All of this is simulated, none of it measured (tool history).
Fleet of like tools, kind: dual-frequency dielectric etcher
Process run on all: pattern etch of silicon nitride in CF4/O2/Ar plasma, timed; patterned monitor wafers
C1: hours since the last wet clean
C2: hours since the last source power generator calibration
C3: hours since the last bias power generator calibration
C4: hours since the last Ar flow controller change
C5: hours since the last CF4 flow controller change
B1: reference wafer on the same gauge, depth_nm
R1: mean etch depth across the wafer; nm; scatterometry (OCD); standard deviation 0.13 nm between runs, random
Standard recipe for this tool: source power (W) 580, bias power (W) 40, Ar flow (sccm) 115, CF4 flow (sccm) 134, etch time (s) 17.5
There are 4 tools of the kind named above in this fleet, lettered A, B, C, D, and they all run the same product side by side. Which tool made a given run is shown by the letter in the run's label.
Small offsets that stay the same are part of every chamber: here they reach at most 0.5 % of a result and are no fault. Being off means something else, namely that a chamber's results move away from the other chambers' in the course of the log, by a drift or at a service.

-- hour=3.1 chamber B: Ar flow controller replaced
run 1D hour=5.8 | source_power_(W)=580 bias_power_(W)=40 Ar_flow_(sccm)=115 CF4_flow_(sccm)=134 etch_time_(s)=17.5 | C1=423.8 C2=254.3 C3=1908.7 C4=1356.8 C5=1195.1 | B1=41.713 | R1=35.65
run 2B hour=10.9 | source_power_(W)=580 bias_power_(W)=40 Ar_flow_(sccm)=115 CF4_flow_(sccm)=134 etch_time_(s)=17.5 | C1=319.1 C2=420.2 C3=213.4 C4=7.8 C5=2896.8 | B1=41.677 | R1=35.457
run 3C hour=14.9 | source_power_(W)=580 bias_power_(W)=40 Ar_flow_(sccm)=115 CF4_flow_(sccm)=134 etch_time_(s)=17.5 | C1=236.7 C2=874.4 C3=536.4 C4=736.6 C5=1355.4 | B1=41.674 | R1=35.77
run 4A hour=17.8 | source_power_(W)=580 bias_power_(W)=40 Ar_flow_(sccm)=115 CF4_flow_(sccm)=134 etch_time_(s)=17.5 | C1=251.5 C2=584.5 C3=3944.2 C4=1718.4 C5=591.8 | B1=41.705 | R1=35.539
run 5C hour=21.7 | source_power_(W)=580 bias_power_(W)=40 Ar_flow_(sccm)=115 CF4_flow_(sccm)=134 etch_time_(s)=17.5 | C1=243.5 C2=881.2 C3=543.2 C4=743.4 C5=1362.2 | B1=41.681 | R1=35.723
run 6B hour=25.9 | source_power_(W)=580 bias_power_(W)=40 Ar_flow_(sccm)=115 CF4_flow_(sccm)=134 etch_time_(s)=17.5 | C1=334.1 C2=435.2 C3=228.4 C4=22.8 C5=2911.8 | B1=41.684 | R1=35.776
run 7D hour=30.5 | source_power_(W)=580 bias_power_(W)=40 Ar_flow_(sccm)=115 CF4_flow_(sccm)=134 etch_time_(s)=17.5 | C1=448.5 C2=279 C3=1933.4 C4=1381.5 C5=1219.8 | B1=41.737 | R1=35.85
run 8A hour=34.3 | source_power_(W)=580 bias_power_(W)=40 Ar_flow_(sccm)=115 CF4_flow_(sccm)=134 etch_time_(s)=17.5 | C1=268 C2=601 C3=3960.7 C4=1734.9 C5=608.3 | B1=41.668 | R1=35.653
run 9A hour=39.9 | source_power_(W)=580 bias_power_(W)=40 Ar_flow_(sccm)=115 CF4_flow_(sccm)=134 etch_time_(s)=17.5 | C1=273.6 C2=606.6 C3=3966.3 C4=1740.5 C5=613.9 | B1=41.724 | R1=35.486
run 10B hour=46.1 | source_power_(W)=580 bias_power_(W)=31 Ar_flow_(sccm)=115 CF4_flow_(sccm)=106 etch_time_(s)=17.5 | C1=354.3 C2=455.4 C3=248.6 C4=43 C5=2932 | B1=41.733 | R1=31.503
-- hour=47.7 chamber D: wet clean of the chamber
run 11C hour=50.1 | source_power_(W)=580 bias_power_(W)=31 Ar_flow_(sccm)=115 CF4_flow_(sccm)=106 etch_time_(s)=17.5 | C1=271.9 C2=909.6 C3=571.6 C4=771.8 C5=1390.6 | B1=41.706 | R1=31.734
run 12D hour=52.8 | source_power_(W)=580 bias_power_(W)=31 Ar_flow_(sccm)=115 CF4_flow_(sccm)=106 etch_time_(s)=17.5 | C1=5.2 C2=301.3 C3=1955.7 C4=1403.8 C5=1242.1 | B1=41.719 | R1=32.431
run 13D hour=56.8 | source_power_(W)=580 bias_power_(W)=31 Ar_flow_(sccm)=115 CF4_flow_(sccm)=106 etch_time_(s)=17.5 | C1=9.2 C2=305.3 C3=1959.7 C4=1407.8 C5=1246.1 | B1=41.663 | R1=32.371
run 14C hour=60.8 | source_power_(W)=580 bias_power_(W)=40 Ar_flow_(sccm)=115 CF4_flow_(sccm)=134 etch_time_(s)=17.5 | C1=282.6 C2=920.3 C3=582.3 C4=782.5 C5=1401.3 | B1=41.692 | R1=35.477
run 15B hour=63.8 | source_power_(W)=580 bias_power_(W)=40 Ar_flow_(sccm)=115 CF4_flow_(sccm)=134 etch_time_(s)=17.5 | C1=372 C2=473.1 C3=266.3 C4=60.7 C5=2949.7 | B1=41.707 | R1=35.52
run 16A hour=68.1 | source_power_(W)=580 bias_power_(W)=40 Ar_flow_(sccm)=115 CF4_flow_(sccm)=134 etch_time_(s)=17.5 | C1=301.8 C2=634.8 C3=3994.5 C4=1768.7 C5=642.1 | B1=41.698 | R1=35.587
run 17B hour=73.1 | source_power_(W)=580 bias_power_(W)=40 Ar_flow_(sccm)=115 CF4_flow_(sccm)=121 etch_time_(s)=17.5 | C1=381.3 C2=482.4 C3=275.6 C4=70 C5=2959 | B1=41.671 | R1=35.257
run 18C hour=76.8 | source_power_(W)=580 bias_power_(W)=40 Ar_flow_(sccm)=115 CF4_flow_(sccm)=121 etch_time_(s)=17.5 | C1=298.6 C2=936.3 C3=598.3 C4=798.5 C5=1417.3 | B1=41.753 | R1=35.065
run 19A hour=82.4 | source_power_(W)=580 bias_power_(W)=40 Ar_flow_(sccm)=115 CF4_flow_(sccm)=121 etch_time_(s)=17.5 | C1=316.1 C2=649.1 C3=4008.8 C4=1783 C5=656.4 | B1=41.702 | R1=35.33
run 20D hour=87.4 | source_power_(W)=580 bias_power_(W)=40 Ar_flow_(sccm)=115 CF4_flow_(sccm)=121 etch_time_(s)=17.5 | C1=39.8 C2=335.9 C3=1990.3 C4=1438.4 C5=1276.7 | B1=41.698 | R1=36.256
run 21B hour=91.3 | source_power_(W)=580 bias_power_(W)=40 Ar_flow_(sccm)=115 CF4_flow_(sccm)=134 etch_time_(s)=17.5 | C1=399.5 C2=500.6 C3=293.8 C4=88.2 C5=2977.2 | B1=41.722 | R1=35.626
run 22C hour=94.6 | source_power_(W)=580 bias_power_(W)=47 Ar_flow_(sccm)=115 CF4_flow_(sccm)=120 etch_time_(s)=17.5 | C1=316.4 C2=954.1 C3=616.1 C4=816.3 C5=1435.1 | B1=41.689 | R1=36.996
run 23A hour=97.8 | source_power_(W)=580 bias_power_(W)=47 Ar_flow_(sccm)=115 CF4_flow_(sccm)=120 etch_time_(s)=17.5 | C1=331.5 C2=664.5 C3=4024.2 C4=1798.4 C5=671.8 | B1=41.731 | R1=36.975
run 24D hour=101.9 | source_power_(W)=580 bias_power_(W)=47 Ar_flow_(sccm)=115 CF4_flow_(sccm)=120 etch_time_(s)=17.5 | C1=54.3 C2=350.4 C3=2004.8 C4=1452.9 C5=1291.2 | B1=41.71 | R1=38.298
run 25D hour=106.3 | source_power_(W)=580 bias_power_(W)=47 Ar_flow_(sccm)=115 CF4_flow_(sccm)=120 etch_time_(s)=17.5 | C1=58.7 C2=354.8 C3=2009.2 C4=1457.3 C5=1295.6 | B1=41.679 | R1=38.075
run 26A hour=112.5 | source_power_(W)=580 bias_power_(W)=40 Ar_flow_(sccm)=115 CF4_flow_(sccm)=134 etch_time_(s)=17.5 | C1=346.2 C2=679.2 C3=4038.9 C4=1813.1 C5=686.5 | B1=41.692 | R1=35.54
run 27B hour=115.2 | source_power_(W)=580 bias_power_(W)=40 Ar_flow_(sccm)=115 CF4_flow_(sccm)=134 etch_time_(s)=17.5 | C1=423.4 C2=524.5 C3=317.7 C4=112.1 C5=3001.1 | B1=41.72 | R1=35.715

Is one chamber off against the others, does the gauge drift, or is nothing wrong? If a chamber is off, say which, and what the likeliest cause is.

After it was serviced, chamber D no longer matches the other chambers.
Likeliest cause: etch rate over this chamber's usual, % = 2.57.

Below are 4 candidate recipes for chamber D's next run, each the usual settings with a change, their results shown as question marks. Which of them brings D's results back in line with what the other chambers give on the usual settings?
Allowed miss from the other chambers' usual-settings mean, per result, to count as in line: R1 0.46 nm
run 28D-1 hour=119.6 | source_power_(W)=590 bias_power_(W)=40 Ar_flow_(sccm)=115 CF4_flow_(sccm)=134 etch_time_(s)=18 | R1=?
run 28D-2 hour=119.6 | source_power_(W)=570 bias_power_(W)=40 Ar_flow_(sccm)=115 CF4_flow_(sccm)=134 etch_time_(s)=17 | R1=?
run 28D-3 hour=119.6 | source_power_(W)=580 bias_power_(W)=40 Ar_flow_(sccm)=92 CF4_flow_(sccm)=134 etch_time_(s)=17.5 | R1=?
run 28D-4 hour=119.6 | source_power_(W)=580 bias_power_(W)=40 Ar_flow_(sccm)=115 CF4_flow_(sccm)=134 etch_time_(s)=17 | R1=?

Average result of the remaining chambers running the usual settings: R1 35.584 nm
run=28D-1 R1=38.034
run=28D-2 R1=34.838
run=28D-3 R1=37.404
run=28D-4 R1=35.38
28D-4 puts the chamber back in line with the other chambers.
